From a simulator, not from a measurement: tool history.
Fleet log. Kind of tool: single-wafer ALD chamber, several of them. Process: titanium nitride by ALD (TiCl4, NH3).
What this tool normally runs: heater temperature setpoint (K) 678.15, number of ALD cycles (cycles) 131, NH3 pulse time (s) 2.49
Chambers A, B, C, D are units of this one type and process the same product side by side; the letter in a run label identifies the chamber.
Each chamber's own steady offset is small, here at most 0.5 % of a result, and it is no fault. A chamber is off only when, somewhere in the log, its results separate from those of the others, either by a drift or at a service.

run,hour,heater temperature setpoint (K),number of ALD cycles (cycles),NH3 pulse time (s),hours since the last thermocouple change,"read-back reference wafer on the same gauge, thickness_nm",mean film thickness on the monitor wafer (Å)
1C,3,678.15,131,2.49,2810.5,2.7084,29.244
2B,6.1,678.15,131,2.49,1940.3,2.7076,28.985
3A,9.1,678.15,131,2.49,641.5,2.7106,29.3
4D,13.5,678.15,131,2.49,672.7,2.7129,29.109
5D,18.6,678.15,131,3.3,677.8,2.7082,29.648
6C,21.2,678.15,131,3.3,2828.7,2.712,29.515
7A,26.1,678.15,131,3.3,658.5,2.7073,29.355
8B,28.9,678.15,131,3.3,1963.1,2.7086,29.603
9D,31.5,678.15,150,2.82,690.7,2.7121,33.714
10A,35.7,678.15,150,2.82,668.1,2.7062,33.745
11C,40.5,678.15,150,2.82,2848,2.7136,33.819
12B,44.4,678.15,150,2.82,1978.6,2.7081,33.823
13B,47.9,678.15,131,2.49,1982.1,2.7156,29.163
14C,50.4,678.15,131,2.49,2857.9,2.7111,28.814
15A,53.7,678.15,131,2.49,686.1,2.7123,29.108
16D,57.9,678.15,131,2.49,717.1,2.7141,29.245
17D,61.7,678.15,131,2.49,720.9,2.7038,29.405
18B,64.4,678.15,131,2.02,1998.6,2.7141,29.131
19A,68.2,678.15,131,2.02,700.6,2.7105,28.471
20C,71.1,678.15,131,2.02,2878.6,2.7106,28.787
# hour 74.6: chamber C: thermocouple changed; heater temperature recalibrated
21D,75,678.15,131,2.02,734.2,2.7084,28.821
22C,78.6,678.15,131,2.49,4.1,2.7095,29.096
23B,81.3,678.15,131,2.49,2015.5,2.709,29.162
24A,85.5,683.15,131,2.49,717.9,2.7121,28.95
25D,88.2,683.15,131,2.49,747.4,2.712,29.079
26B,92.1,683.15,131,2.49,2026.3,2.7089,29.534
27A,95.4,683.15,131,2.49,727.8,2.7103,29.226
28C,98.8,678.15,131,2.49,24.3,2.708,28.982
29A,103.3,678.15,131,2.49,735.7,2.711,28.863
30B,107,678.15,131,3.46,2041.2,2.7068,29.545
31D,111.6,678.15,131,3.46,770.8,2.7118,29.434
32C,115.1,678.15,131,3.46,40.6,2.7132,29.521
33C,118.7,678.15,131,3.46,44.2,2.7057,29.446
34A,123.1,678.15,131,2.49,755.5,2.7096,29.281
35B,127.3,678.15,131,2.49,2061.5,2.7111,29.287

Does one chamber stand apart from the rest, does the shared gauge drift, or is all well apart from small per-chamber offsets? Give the chamber and the most likely cause, where there is one.

Nothing is wrong: each chamber keeps only its own small, steady offset and the gauge holds still.

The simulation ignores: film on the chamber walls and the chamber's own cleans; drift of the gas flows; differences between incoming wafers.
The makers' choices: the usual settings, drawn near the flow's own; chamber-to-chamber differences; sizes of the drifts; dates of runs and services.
